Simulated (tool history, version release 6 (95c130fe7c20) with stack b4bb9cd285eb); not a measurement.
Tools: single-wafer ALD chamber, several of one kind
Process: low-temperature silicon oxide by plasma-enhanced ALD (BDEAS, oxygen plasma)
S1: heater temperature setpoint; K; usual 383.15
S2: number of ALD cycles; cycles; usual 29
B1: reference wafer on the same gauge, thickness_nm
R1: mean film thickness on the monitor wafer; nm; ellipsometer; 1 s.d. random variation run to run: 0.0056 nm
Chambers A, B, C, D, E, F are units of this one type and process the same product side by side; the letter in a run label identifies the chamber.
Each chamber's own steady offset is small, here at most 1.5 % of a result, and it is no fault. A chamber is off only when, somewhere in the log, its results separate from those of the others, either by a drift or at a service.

| run | hour | S1 | S2 | B1 | R1 |
|---|---|---|---|---|---|
| 1F | 8.6 | 383.15 | 29 | 3.5796 | 4.1193 |
| 2D | 13.5 | 383.15 | 29 | 3.5808 | 4.0590 |
| 3A | 19.5 | 383.15 | 29 | 3.5800 | 4.0745 |
| 4B | 26.6 | 383.15 | 29 | 3.5817 | 4.0964 |
| 5E | 35.1 | 383.15 | 29 | 3.5822 | 4.1091 |
| 6C | 43.9 | 383.15 | 29 | 3.5824 | 4.0616 |
| 7A | 53.4 | 383.15 | 29 | 3.5827 | 4.0781 |
| 8D | 60.6 | 383.15 | 29 | 3.5841 | 4.0560 |
| 9B | 69.5 | 383.15 | 29 | 3.5843 | 4.0897 |
| 10E | 73.8 | 383.15 | 29 | 3.5837 | 4.1130 |
| 11F | 80.9 | 383.15 | 29 | 3.5835 | 4.1295 |
| 12C | 89.5 | 383.15 | 24 | 3.5858 | 3.3659 |
| 13D | 94.0 | 383.15 | 24 | 3.5874 | 3.3724 |
| 14B | 98.2 | 383.15 | 24 | 3.5869 | 3.3944 |
| 15C | 105.0 | 383.15 | 24 | 3.5859 | 3.3727 |
| 16A | 109.9 | 383.15 | 24 | 3.5862 | 3.3832 |
| 17E | 117.7 | 383.15 | 24 | 3.5878 | 3.4084 |
| 18F | 126.5 | 383.15 | 29 | 3.5876 | 4.1389 |
| 19B | 133.2 | 383.15 | 29 | 3.5884 | 4.0964 |
| 20E | 138.1 | 383.15 | 29 | 3.5898 | 4.1237 |
| 21F | 143.4 | 383.15 | 29 | 3.5894 | 4.1217 |
| 22C | 148.6 | 383.15 | 29 | 3.5897 | 4.0821 |
| 23A | 152.8 | 383.15 | 29 | 3.5901 | 4.0759 |
| 24D | 157.7 | 383.15 | 29 | 3.5913 | 4.0771 |
| 25E | 165.2 | 383.15 | 29 | 3.5918 | 4.1220 |
| 26B | 171.8 | 383.15 | 29 | 3.5928 | 4.1008 |
| 27F | 176.0 | 383.15 | 29 | 3.5926 | 4.1360 |
| 28C | 184.2 | 383.15 | 29 | 3.5913 | 4.0745 |
| 29D | 192.4 | 383.15 | 29 | 3.5934 | 4.0847 |
| 30A | 198.9 | 383.15 | 29 | 3.5929 | 4.0923 |
| 31D | 207.8 | 383.15 | 29 | 3.5940 | 4.0729 |
| 32E | 215.8 | 383.15 | 29 | 3.5927 | 4.1302 |
| 33A | 223.5 | 383.15 | 26 | 3.5950 | 3.6716 |
| 34B | 231.4 | 383.15 | 26 | 3.5954 | 3.6859 |
| 35F | 235.6 | 383.15 | 26 | 3.5957 | 3.7014 |
| 36C | 243.6 | 383.15 | 26 | 3.5951 | 3.6513 |
| 37B | 250.0 | 383.15 | 26 | 3.5963 | 3.6841 |
| 38A | 256.9 | 383.15 | 26 | 3.5959 | 3.6707 |
| 39E | 265.0 | 383.15 | 29 | 3.5978 | 4.1394 |
|  | 269.4 | chamber F: thermocouple changed; heater temperature recalibrated |
| 40F | 271.2 | 383.15 | 29 | 3.5977 | 4.1470 |
| 41C | 280.1 | 383.15 | 29 | 3.5985 | 4.0726 |
| 42D | 288.0 | 383.15 | 29 | 3.5993 | 4.0866 |
| 43A | 294.3 | 383.15 | 29 | 3.5997 | 4.0989 |
| 44D | 301.7 | 383.15 | 29 | 3.5999 | 4.0890 |

All 6 chambers run these settings next. Forecast each chamber's results:
| 45A | 308.6 | 377.15 | 29 |  | ? |
| 45B | 308.6 | 377.15 | 29 |  | ? |
| 45C | 308.6 | 377.15 | 29 |  | ? |
| 45D | 308.6 | 377.15 | 29 |  | ? |
| 45E | 308.6 | 377.15 | 29 |  | ? |
| 45F | 308.6 | 377.15 | 29 |  | ? |

| run | R1 |
|---|---|
| 45A | 4.1373 |
| 45B | 4.1587 |
| 45C | 4.1456 |
| 45D | 4.1365 |
| 45E | 4.1760 |
| 45F | 4.1886 |
